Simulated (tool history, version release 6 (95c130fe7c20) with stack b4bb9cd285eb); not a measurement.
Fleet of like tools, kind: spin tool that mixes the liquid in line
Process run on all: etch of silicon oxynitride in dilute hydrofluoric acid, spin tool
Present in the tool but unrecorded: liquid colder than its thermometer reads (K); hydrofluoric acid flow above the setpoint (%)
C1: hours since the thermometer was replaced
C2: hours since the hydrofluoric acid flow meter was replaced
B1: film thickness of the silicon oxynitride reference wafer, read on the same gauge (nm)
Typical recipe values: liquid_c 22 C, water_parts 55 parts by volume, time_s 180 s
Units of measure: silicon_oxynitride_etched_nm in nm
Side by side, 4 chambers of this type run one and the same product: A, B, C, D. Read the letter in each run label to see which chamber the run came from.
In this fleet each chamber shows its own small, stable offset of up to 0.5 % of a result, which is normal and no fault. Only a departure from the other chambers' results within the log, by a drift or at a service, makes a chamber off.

run 1A hour=10.3 | liquid_c=22 water_parts=55 time_s=180 | C1=1676 C2=1043.1 | B1=110.02 | silicon_oxynitride_etched_nm=14.901
run 2D hour=22.8 | liquid_c=22 water_parts=55 time_s=180 | C1=803.3 C2=254.1 | B1=109.98 | silicon_oxynitride_etched_nm=14.575
run 3C hour=33.5 | liquid_c=22 water_parts=55 time_s=180 | C1=415.2 C2=83.1 | B1=110.02 | silicon_oxynitride_etched_nm=14.914
run 4B hour=43 | liquid_c=22 water_parts=55 time_s=180 | C1=593.5 C2=906.8 | B1=109.98 | silicon_oxynitride_etched_nm=14.753
run 5B hour=53.3 | liquid_c=22 water_parts=55 time_s=180 | C1=603.8 C2=917.1 | B1=109.98 | silicon_oxynitride_etched_nm=14.858
run 6D hour=65.5 | liquid_c=22 water_parts=55 time_s=180 | C1=846 C2=296.8 | B1=110 | silicon_oxynitride_etched_nm=14.698
run 7C hour=75.1 | liquid_c=22 water_parts=55 time_s=180 | C1=456.8 C2=124.7 | B1=110.01 | silicon_oxynitride_etched_nm=14.863
run 8A hour=84.8 | liquid_c=22 water_parts=55 time_s=180 | C1=1750.5 C2=1117.6 | B1=110 | silicon_oxynitride_etched_nm=14.499
-- hour=90.5 chamber A: hydrofluoric acid flow meter replaced
run 9C hour=93.1 | liquid_c=20 water_parts=40 time_s=180 | C1=474.8 C2=142.7 | B1=110.03 | silicon_oxynitride_etched_nm=18.692
run 10B hour=104.8 | liquid_c=20 water_parts=40 time_s=180 | C1=655.3 C2=968.6 | B1=109.98 | silicon_oxynitride_etched_nm=18.848
run 11A hour=115.6 | liquid_c=20 water_parts=40 time_s=180 | C1=1781.3 C2=25.2 | B1=110 | silicon_oxynitride_etched_nm=18.331
-- hour=124.3 chamber D: thermometer replaced
run 12D hour=125.5 | liquid_c=20 water_parts=40 time_s=180 | C1=1.3 C2=356.8 | B1=109.99 | silicon_oxynitride_etched_nm=18.23
run 13C hour=137.6 | liquid_c=22 water_parts=55 time_s=180 | C1=519.3 C2=187.2 | B1=109.98 | silicon_oxynitride_etched_nm=14.766
run 14D hour=144.4 | liquid_c=22 water_parts=55 time_s=180 | C1=20.2 C2=375.7 | B1=110.01 | silicon_oxynitride_etched_nm=14.686
run 15A hour=153 | liquid_c=22 water_parts=55 time_s=180 | C1=1818.7 C2=62.6 | B1=110 | silicon_oxynitride_etched_nm=14.791
run 16B hour=165.5 | liquid_c=22 water_parts=65 time_s=120 | C1=716 C2=1029.3 | B1=110.01 | silicon_oxynitride_etched_nm=8.7083
run 17D hour=175.8 | liquid_c=22 water_parts=65 time_s=120 | C1=51.6 C2=407.1 | B1=109.99 | silicon_oxynitride_etched_nm=8.2201
run 18C hour=183.9 | liquid_c=22 water_parts=65 time_s=120 | C1=565.6 C2=233.5 | B1=110.03 | silicon_oxynitride_etched_nm=8.242
run 19A hour=193.4 | liquid_c=22 water_parts=65 time_s=120 | C1=1859.1 C2=103 | B1=109.99 | silicon_oxynitride_etched_nm=8.3708
run 20B hour=200.1 | liquid_c=22 water_parts=55 time_s=180 | C1=750.6 C2=1063.9 | B1=110.01 | silicon_oxynitride_etched_nm=15.585
run 21D hour=209.5 | liquid_c=22 water_parts=55 time_s=180 | C1=85.3 C2=440.8 | B1=110.01 | silicon_oxynitride_etched_nm=14.919
run 22A hour=221.8 | liquid_c=22 water_parts=55 time_s=180 | C1=1887.5 C2=131.4 | B1=110.02 | silicon_oxynitride_etched_nm=14.829
run 23B hour=232.6 | liquid_c=22 water_parts=55 time_s=180 | C1=783.1 C2=1096.4 | B1=110.01 | silicon_oxynitride_etched_nm=15.989
run 24C hour=238.8 | liquid_c=22 water_parts=30 time_s=90 | C1=620.5 C2=288.4 | B1=110.01 | silicon_oxynitride_etched_nm=13.738
run 25C hour=250.9 | liquid_c=22 water_parts=30 time_s=90 | C1=632.6 C2=300.5 | B1=109.99 | silicon_oxynitride_etched_nm=13.847
run 26A hour=260.8 | liquid_c=22 water_parts=30 time_s=90 | C1=1926.5 C2=170.4 | B1=109.98 | silicon_oxynitride_etched_nm=13.968
run 27D hour=269.3 | liquid_c=22 water_parts=30 time_s=90 | C1=145.1 C2=500.6 | B1=110.02 | silicon_oxynitride_etched_nm=13.607
run 28B hour=279.5 | liquid_c=22 water_parts=55 time_s=180 | C1=830 C2=1143.3 | B1=109.98 | silicon_oxynitride_etched_nm=15.996

Decide between three cases: one chamber stands off from its peers, the gauge reading all wafers drifts, or nothing is wrong past each chamber's small offset. Where a chamber is off, say which and what most likely put it there.

It is chamber B that slowly wanders off from its peers.
Most likely cause: hydrofluoric acid flow above the setpoint (%) = 9.71.
From this log alone, it may not be told apart from: liquid hotter than its thermometer reads (K).

Below are 4 candidate recipes for chamber B's next run, each the usual settings with a change, their results shown as question marks. Which of them brings B's results back in line with what the other chambers give on the usual settings?
A result is in line if it is within this distance of the other chambers' mean on the usual settings: silicon_oxynitride_etched_nm 0.37 nm
run 29B-1 hour=288.5 | liquid_c=22 water_parts=60 time_s=180 | silicon_oxynitride_etched_nm=?
run 29B-2 hour=288.5 | liquid_c=21.5 water_parts=55 time_s=180 | silicon_oxynitride_etched_nm=?
run 29B-3 hour=288.5 | liquid_c=22 water_parts=55 time_s=185 | silicon_oxynitride_etched_nm=?
run 29B-4 hour=288.5 | liquid_c=22 water_parts=50 time_s=180 | silicon_oxynitride_etched_nm=?

Mean of the other chambers on the usual settings: silicon_oxynitride_etched_nm 14.74 nm
run=29B-1 silicon_oxynitride_etched_nm=14.725
run=29B-2 silicon_oxynitride_etched_nm=15.722
run=29B-3 silicon_oxynitride_etched_nm=16.565
run=29B-4 silicon_oxynitride_etched_nm=17.786
29B-1 brings the chamber back in line.
